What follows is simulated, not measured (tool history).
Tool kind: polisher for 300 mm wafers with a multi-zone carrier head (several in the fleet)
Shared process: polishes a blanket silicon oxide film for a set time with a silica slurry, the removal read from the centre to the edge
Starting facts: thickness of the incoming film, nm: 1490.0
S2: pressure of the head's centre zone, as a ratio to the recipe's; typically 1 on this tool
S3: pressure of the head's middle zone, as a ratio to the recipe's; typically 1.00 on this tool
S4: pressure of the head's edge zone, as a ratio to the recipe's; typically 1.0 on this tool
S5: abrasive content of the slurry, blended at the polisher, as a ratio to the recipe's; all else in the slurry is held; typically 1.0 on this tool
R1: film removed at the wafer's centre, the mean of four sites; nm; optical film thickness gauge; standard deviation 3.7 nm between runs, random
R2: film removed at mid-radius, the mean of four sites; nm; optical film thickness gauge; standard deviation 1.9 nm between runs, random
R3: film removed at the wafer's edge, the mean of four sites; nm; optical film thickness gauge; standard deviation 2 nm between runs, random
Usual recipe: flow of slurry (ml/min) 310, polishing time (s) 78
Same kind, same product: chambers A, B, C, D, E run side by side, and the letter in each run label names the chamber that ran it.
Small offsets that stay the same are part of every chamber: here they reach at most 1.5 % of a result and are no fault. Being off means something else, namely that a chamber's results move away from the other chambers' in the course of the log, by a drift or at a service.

{"run": "1E", "hour": 5.0, "flow of slurry (ml/min)": 310, "S2": 1, "S3": 1.0, "S4": 1.0, "S5": 1.0, "polishing time (s)": 78, "R1": 273.67, "R2": 270.22, "R3": 274.43}
{"hour": 8.6, "done": "chamber B: worn pad replaced by a new one"}
{"run": "2D", "hour": 9.0, "flow of slurry (ml/min)": 310, "S2": 1, "S3": 1.0, "S4": 1.0, "S5": 1.0, "polishing time (s)": 78, "R1": 281.39, "R2": 270.48, "R3": 276.89}
{"hour": 15.4, "done": "chamber C: worn pad replaced by a new one"}
{"run": "3B", "hour": 15.5, "flow of slurry (ml/min)": 310, "S2": 1, "S3": 1.0, "S4": 1.0, "S5": 1.0, "polishing time (s)": 78, "R1": 262.55, "R2": 268.67, "R3": 271.26}
{"run": "4C", "hour": 21.5, "flow of slurry (ml/min)": 310, "S2": 1, "S3": 1.0, "S4": 1.0, "S5": 1.0, "polishing time (s)": 78, "R1": 273.61, "R2": 268.09, "R3": 270.46}
{"run": "5A", "hour": 26.4, "flow of slurry (ml/min)": 310, "S2": 1, "S3": 1.0, "S4": 1.0, "S5": 1.0, "polishing time (s)": 78, "R1": 272.0, "R2": 266.26, "R3": 274.56}
{"run": "6A", "hour": 33.4, "flow of slurry (ml/min)": 310, "S2": 1, "S3": 1.0, "S4": 0.9, "S5": 1.0, "polishing time (s)": 78, "R1": 273.74, "R2": 269.02, "R3": 259.25}
{"hour": 37.0, "done": "chamber A: worn pad replaced by a new one"}
{"run": "7B", "hour": 38.7, "flow of slurry (ml/min)": 310, "S2": 1, "S3": 1.0, "S4": 0.9, "S5": 1.0, "polishing time (s)": 78, "R1": 270.8, "R2": 264.51, "R3": 257.09}
{"hour": 40.1, "done": "chamber E: worn pad replaced by a new one"}
{"run": "8E", "hour": 44.2, "flow of slurry (ml/min)": 310, "S2": 1, "S3": 1.0, "S4": 0.9, "S5": 1.0, "polishing time (s)": 78, "R1": 276.48, "R2": 270.37, "R3": 259.63}
{"run": "9C", "hour": 48.2, "flow of slurry (ml/min)": 310, "S2": 1, "S3": 1.0, "S4": 0.9, "S5": 1.0, "polishing time (s)": 78, "R1": 269.61, "R2": 272.89, "R3": 253.39}
{"hour": 49.0, "done": "chamber C: slurry nozzle cleaned"}
{"run": "10D", "hour": 51.6, "flow of slurry (ml/min)": 310, "S2": 1, "S3": 1.0, "S4": 0.9, "S5": 1.0, "polishing time (s)": 78, "R1": 273.0, "R2": 269.1, "R3": 260.08}
{"run": "11E", "hour": 55.5, "flow of slurry (ml/min)": 310, "S2": 1, "S3": 0.92, "S4": 1.0, "S5": 1.0, "polishing time (s)": 78, "R1": 277.91, "R2": 253.03, "R3": 274.19}
{"hour": 57.7, "done": "chamber D: worn pad replaced by a new one"}
{"run": "12B", "hour": 59.9, "flow of slurry (ml/min)": 310, "S2": 1, "S3": 0.92, "S4": 1.0, "S5": 1.0, "polishing time (s)": 78, "R1": 275.37, "R2": 249.4, "R3": 267.4}
{"run": "13A", "hour": 67.2, "flow of slurry (ml/min)": 310, "S2": 1, "S3": 0.92, "S4": 1.0, "S5": 1.0, "polishing time (s)": 78, "R1": 274.7, "R2": 249.88, "R3": 271.87}
{"run": "14D", "hour": 72.5, "flow of slurry (ml/min)": 310, "S2": 1, "S3": 0.92, "S4": 1.0, "S5": 1.0, "polishing time (s)": 78, "R1": 273.85, "R2": 248.88, "R3": 273.54}
{"hour": 78.3, "done": "chamber B: slurry nozzle cleaned"}
{"run": "15C", "hour": 78.5, "flow of slurry (ml/min)": 310, "S2": 1, "S3": 0.92, "S4": 1.0, "S5": 1.0, "polishing time (s)": 78, "R1": 271.68, "R2": 250.17, "R3": 265.8}
{"run": "16C", "hour": 82.7, "flow of slurry (ml/min)": 310, "S2": 1, "S3": 1.0, "S4": 1.0, "S5": 1.0, "polishing time (s)": 78, "R1": 264.96, "R2": 268.4, "R3": 269.03}
{"run": "17D", "hour": 88.4, "flow of slurry (ml/min)": 310, "S2": 1, "S3": 1.0, "S4": 1.0, "S5": 1.0, "polishing time (s)": 78, "R1": 270.25, "R2": 269.27, "R3": 273.53}
{"run": "18B", "hour": 94.5, "flow of slurry (ml/min)": 310, "S2": 1, "S3": 1.0, "S4": 1.0, "S5": 1.0, "polishing time (s)": 78, "R1": 273.64, "R2": 267.45, "R3": 271.41}
{"run": "19E", "hour": 102.0, "flow of slurry (ml/min)": 310, "S2": 1, "S3": 1.0, "S4": 1.0, "S5": 1.0, "polishing time (s)": 78, "R1": 270.82, "R2": 270.14, "R3": 274.6}
{"hour": 104.8, "done": "chamber A: worn pad replaced by a new one"}
{"run": "20A", "hour": 107.9, "flow of slurry (ml/min)": 310, "S2": 1, "S3": 1.0, "S4": 1.0, "S5": 1.0, "polishing time (s)": 78, "R1": 273.63, "R2": 267.38, "R3": 270.12}
{"hour": 112.0, "done": "chamber B: worn pad replaced by a new one"}
{"hour": 114.2, "done": "chamber E: worn pad replaced by a new one"}
{"run": "21C", "hour": 115.0, "flow of slurry (ml/min)": 310, "S2": 1, "S3": 1.0, "S4": 1.0, "S5": 1.0, "polishing time (s)": 78, "R1": 275.88, "R2": 273.15, "R3": 266.22}
{"hour": 115.7, "done": "chamber B: centre zone pressure recalibrated"}
{"run": "22B", "hour": 120.1, "flow of slurry (ml/min)": 310, "S2": 1, "S3": 1.0, "S4": 1.0, "S5": 1.0, "polishing time (s)": 78, "R1": 300.22, "R2": 268.24, "R3": 269.06}
{"run": "23A", "hour": 124.0, "flow of slurry (ml/min)": 310, "S2": 1, "S3": 1.0, "S4": 1.0, "S5": 1.0, "polishing time (s)": 78, "R1": 270.3, "R2": 269.51, "R3": 266.56}
{"run": "24E", "hour": 127.9, "flow of slurry (ml/min)": 310, "S2": 1, "S3": 1.0, "S4": 1.0, "S5": 1.0, "polishing time (s)": 78, "R1": 276.64, "R2": 274.63, "R3": 271.15}
{"hour": 129.6, "done": "chamber D: worn pad replaced by a new one"}
{"run": "25D", "hour": 131.3, "flow of slurry (ml/min)": 310, "S2": 1, "S3": 1.0, "S4": 1.0, "S5": 1.0, "polishing time (s)": 78, "R1": 273.75, "R2": 266.33, "R3": 275.24}
{"hour": 134.7, "done": "chamber E: slurry nozzle cleaned"}
{"run": "26C", "hour": 135.1, "flow of slurry (ml/min)": 310, "S2": 1, "S3": 1.0, "S4": 1.0, "S5": 1.0, "polishing time (s)": 78, "R1": 273.13, "R2": 268.29, "R3": 267.83}
{"run": "27D", "hour": 139.1, "flow of slurry (ml/min)": 310, "S2": 1, "S3": 1.0, "S4": 1.0, "S5": 1.0, "polishing time (s)": 78, "R1": 278.16, "R2": 271.67, "R3": 268.92}
{"hour": 143.6, "done": "chamber C: worn pad replaced by a new one"}
{"run": "28A", "hour": 144.7, "flow of slurry (ml/min)": 310, "S2": 1, "S3": 1.0, "S4": 1.0, "S5": 1.0, "polishing time (s)": 78, "R1": 272.76, "R2": 266.53, "R3": 266.09}
{"run": "29B", "hour": 149.8, "flow of slurry (ml/min)": 310, "S2": 1, "S3": 1.04, "S4": 1.0, "S5": 1.1, "polishing time (s)": 78, "R1": 317.87, "R2": 284.75, "R3": 279.86}
{"run": "30E", "hour": 157.2, "flow of slurry (ml/min)": 310, "S2": 1, "S3": 1.04, "S4": 1.0, "S5": 1.1, "polishing time (s)": 78, "R1": 281.47, "R2": 296.93, "R3": 283.16}
{"hour": 162.6, "done": "chamber D: edge zone pressure recalibrated"}
{"run": "31D", "hour": 163.6, "flow of slurry (ml/min)": 310, "S2": 1, "S3": 1.04, "S4": 1.0, "S5": 1.1, "polishing time (s)": 78, "R1": 285.67, "R2": 292.04, "R3": 280.75}
{"hour": 165.5, "done": "chamber A: slurry nozzle cleaned"}
{"run": "32E", "hour": 167.2, "flow of slurry (ml/min)": 310, "S2": 1, "S3": 1.04, "S4": 1.0, "S5": 1.1, "polishing time (s)": 78, "R1": 282.22, "R2": 291.07, "R3": 289.12}
{"run": "33A", "hour": 171.4, "flow of slurry (ml/min)": 310, "S2": 1, "S3": 1.04, "S4": 1.0, "S5": 1.1, "polishing time (s)": 78, "R1": 280.08, "R2": 290.95, "R3": 282.02}
{"run": "34C", "hour": 175.0, "flow of slurry (ml/min)": 310, "S2": 1, "S3": 1.0, "S4": 1.0, "S5": 1.0, "polishing time (s)": 78, "R1": 272.58, "R2": 270.58, "R3": 270.81}
{"run": "35B", "hour": 181.0, "flow of slurry (ml/min)": 310, "S2": 1, "S3": 1.0, "S4": 1.0, "S5": 1.0, "polishing time (s)": 78, "R1": 295.83, "R2": 266.64, "R3": 267.31}
{"run": "36E", "hour": 186.3, "flow of slurry (ml/min)": 310, "S2": 1, "S3": 1.0, "S4": 1.0, "S5": 1.0, "polishing time (s)": 78, "R1": 277.99, "R2": 271.22, "R3": 275.31}
{"run": "37B", "hour": 189.6, "flow of slurry (ml/min)": 310, "S2": 1, "S3": 1.0, "S4": 1.0, "S5": 1.0, "polishing time (s)": 78, "R1": 304.14, "R2": 270.87, "R3": 271.26}
{"run": "38C", "hour": 196.6, "flow of slurry (ml/min)": 310, "S2": 1, "S3": 1.0, "S4": 1.0, "S5": 1.0, "polishing time (s)": 78, "R1": 273.63, "R2": 269.13, "R3": 266.43}
{"run": "39D", "hour": 200.7, "flow of slurry (ml/min)": 310, "S2": 1, "S3": 1.0, "S4": 1.0, "S5": 1.0, "polishing time (s)": 78, "R1": 276.61, "R2": 268.91, "R3": 273.45}

Is one chamber out of step, is the gauge drifting, or do the chambers differ by no more than their own small offsets? For an off chamber, give its letter and the likeliest cause.

After it was serviced, chamber B no longer matches the other chambers.
Cause: centre zone's pressure above its setpoint, % = 10.5.

Which of the 4 candidates below, each the usual settings with something changed and its results left as question marks, puts chamber B back in line with what the other chambers give on the usual settings?
To be in line, a result may differ from the other chambers' mean on the usual settings by at most: R1 13.00 nm; R2 6.70 nm; R3 7.00 nm
{"run": "40B-1", "hour": 206.2, "flow of slurry (ml/min)": 320, "S2": 1.15, "S3": 0.97, "S4": 0.95, "S5": 1.0, "polishing time (s)": 79, "R1": "?", "R2": "?", "R3": "?"}
{"run": "40B-2", "hour": 206.2, "flow of slurry (ml/min)": 305, "S2": 0.92, "S3": 1.02, "S4": 1.03, "S5": 1.0, "polishing time (s)": 77, "R1": "?", "R2": "?", "R3": "?"}
{"run": "40B-3", "hour": 206.2, "flow of slurry (ml/min)": 315, "S2": 1.08, "S3": 0.98, "S4": 0.97, "S5": 1.0, "polishing time (s)": 79, "R1": "?", "R2": "?", "R3": "?"}
{"run": "40B-4", "hour": 206.2, "flow of slurry (ml/min)": 300, "S2": 0.85, "S3": 1.03, "S4": 1.05, "S5": 1.0, "polishing time (s)": 77, "R1": "?", "R2": "?", "R3": "?"}

Usual-settings mean across the other chambers: R1 272.37 nm; R2 269.97 nm; R3 271.19 nm
run=40B-1 R1=356.48 R2=264.00 R3=266.65
run=40B-2 R1=272.48 R2=268.34 R3=269.82
run=40B-3 R1=332.94 R2=266.15 R3=269.14
run=40B-4 R1=249.73 R2=270.37 R3=272.18
40B-2 puts the chamber back in line with the other chambers.

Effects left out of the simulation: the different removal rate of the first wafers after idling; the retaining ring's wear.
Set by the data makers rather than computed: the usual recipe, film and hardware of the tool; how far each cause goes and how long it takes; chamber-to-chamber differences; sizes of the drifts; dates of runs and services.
